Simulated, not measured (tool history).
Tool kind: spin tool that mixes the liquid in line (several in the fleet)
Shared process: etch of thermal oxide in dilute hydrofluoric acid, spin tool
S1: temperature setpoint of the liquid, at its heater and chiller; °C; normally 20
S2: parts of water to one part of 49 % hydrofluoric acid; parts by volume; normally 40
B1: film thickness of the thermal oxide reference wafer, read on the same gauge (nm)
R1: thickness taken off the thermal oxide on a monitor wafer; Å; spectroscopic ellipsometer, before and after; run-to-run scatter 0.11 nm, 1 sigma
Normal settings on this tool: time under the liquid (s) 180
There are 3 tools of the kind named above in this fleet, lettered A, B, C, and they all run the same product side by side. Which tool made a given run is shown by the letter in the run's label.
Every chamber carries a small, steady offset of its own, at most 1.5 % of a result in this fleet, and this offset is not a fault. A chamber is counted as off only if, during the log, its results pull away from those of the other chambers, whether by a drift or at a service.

{"run": "1C", "day": 0.196, "S1": 20, "S2": 40, "time under the liquid (s)": 180, "B1": 130, "R1": 189.15}
{"run": "2A", "day": 0.558, "S1": 20, "S2": 40, "time under the liquid (s)": 180, "B1": 129.96, "R1": 189.84}
{"run": "3B", "day": 0.95, "S1": 20, "S2": 40, "time under the liquid (s)": 180, "B1": 130.01, "R1": 190.71}
{"run": "4A", "day": 1.358, "S1": 20, "S2": 40, "time under the liquid (s)": 180, "B1": 129.99, "R1": 190.4}
{"run": "5B", "day": 1.567, "S1": 20, "S2": 40, "time under the liquid (s)": 180, "B1": 130, "R1": 190.14}
{"run": "6C", "day": 1.862, "S1": 20, "S2": 40, "time under the liquid (s)": 180, "B1": 130.01, "R1": 188.81}
{"run": "7A", "day": 2.233, "S1": 20, "S2": 40, "time under the liquid (s)": 180, "B1": 130.01, "R1": 188.43}
{"run": "8B", "day": 2.442, "S1": 20, "S2": 40, "time under the liquid (s)": 180, "B1": 130.02, "R1": 189.48}
{"run": "9C", "day": 2.646, "S1": 20, "S2": 40, "time under the liquid (s)": 180, "B1": 130, "R1": 188.98}
{"run": "10C", "day": 2.854, "S1": 20, "S2": 55, "time under the liquid (s)": 180, "B1": 130.01, "R1": 134.19}
{"run": "11B", "day": 3.054, "S1": 20, "S2": 55, "time under the liquid (s)": 180, "B1": 130.01, "R1": 134.92}
{"run": "12A", "day": 3.45, "S1": 20, "S2": 55, "time under the liquid (s)": 180, "B1": 130.01, "R1": 135.74}
{"run": "13C", "day": 3.862, "S1": 18, "S2": 40, "time under the liquid (s)": 180, "B1": 130.04, "R1": 174.27}
{"day": 4.021, "done": "chamber C: thermometer replaced"}
{"run": "14B", "day": 4.267, "S1": 18, "S2": 40, "time under the liquid (s)": 180, "B1": 129.98, "R1": 169.52}
{"run": "15A", "day": 4.596, "S1": 18, "S2": 40, "time under the liquid (s)": 180, "B1": 130.01, "R1": 172.85}
{"run": "16B", "day": 4.875, "S1": 20, "S2": 40, "time under the liquid (s)": 245, "B1": 130.01, "R1": 249.7}
{"run": "17A", "day": 5.217, "S1": 20, "S2": 40, "time under the liquid (s)": 245, "B1": 130.03, "R1": 258.02}
{"run": "18C", "day": 5.45, "S1": 20, "S2": 40, "time under the liquid (s)": 245, "B1": 130.01, "R1": 261.53}
{"run": "19C", "day": 5.746, "S1": 20, "S2": 40, "time under the liquid (s)": 180, "B1": 129.99, "R1": 189.53}
{"run": "20B", "day": 6.017, "S1": 20, "S2": 40, "time under the liquid (s)": 180, "B1": 129.98, "R1": 182.94}
{"run": "21A", "day": 6.304, "S1": 20, "S2": 50, "time under the liquid (s)": 180, "B1": 130, "R1": 149.23}
{"run": "22B", "day": 6.604, "S1": 20, "S2": 50, "time under the liquid (s)": 180, "B1": 130, "R1": 142.2}
{"run": "23A", "day": 6.921, "S1": 20, "S2": 50, "time under the liquid (s)": 180, "B1": 130.02, "R1": 149.51}

Read the log: is a single chamber off, either drifting away or since a service, is the gauge that measures every chamber drifting, or is nothing wrong beyond small per-chamber offsets? Name any odd chamber and what most likely caused it.

It is chamber B that slowly wanders off from its peers.
Cause: hydrofluoric acid flow below the setpoint (%) = 6.28.
Not necessarily distinguishable in this log from: liquid colder than its thermometer reads (K).

Chamber B could run next with any of the 4 candidate recipes listed below; each alters the usual settings, and their results appear as question marks. Which one brings its results back in line with what the other chambers deliver on the usual settings?
In line means no further than this from the other chambers' mean on the usual settings: R1 3.9 Å
{"run": "24B-1", "day": 7.217, "S1": 20, "S2": 40, "time under the liquid (s)": 185, "R1": "?"}
{"run": "24B-2", "day": 7.217, "S1": 20, "S2": 40, "time under the liquid (s)": 190, "R1": "?"}
{"run": "24B-3", "day": 7.217, "S1": 20, "S2": 40, "time under the liquid (s)": 175, "R1": "?"}
{"run": "24B-4", "day": 7.217, "S1": 20, "S2": 40, "time under the liquid (s)": 170, "R1": "?"}

What the other chambers average on the usual settings: R1 189.55 Å
run=24B-1 R1=182.93
run=24B-2 R1=187.87
run=24B-3 R1=173.04
run=24B-4 R1=168.1
24B-2 is the one that brings the chamber's results back in line with the other chambers.

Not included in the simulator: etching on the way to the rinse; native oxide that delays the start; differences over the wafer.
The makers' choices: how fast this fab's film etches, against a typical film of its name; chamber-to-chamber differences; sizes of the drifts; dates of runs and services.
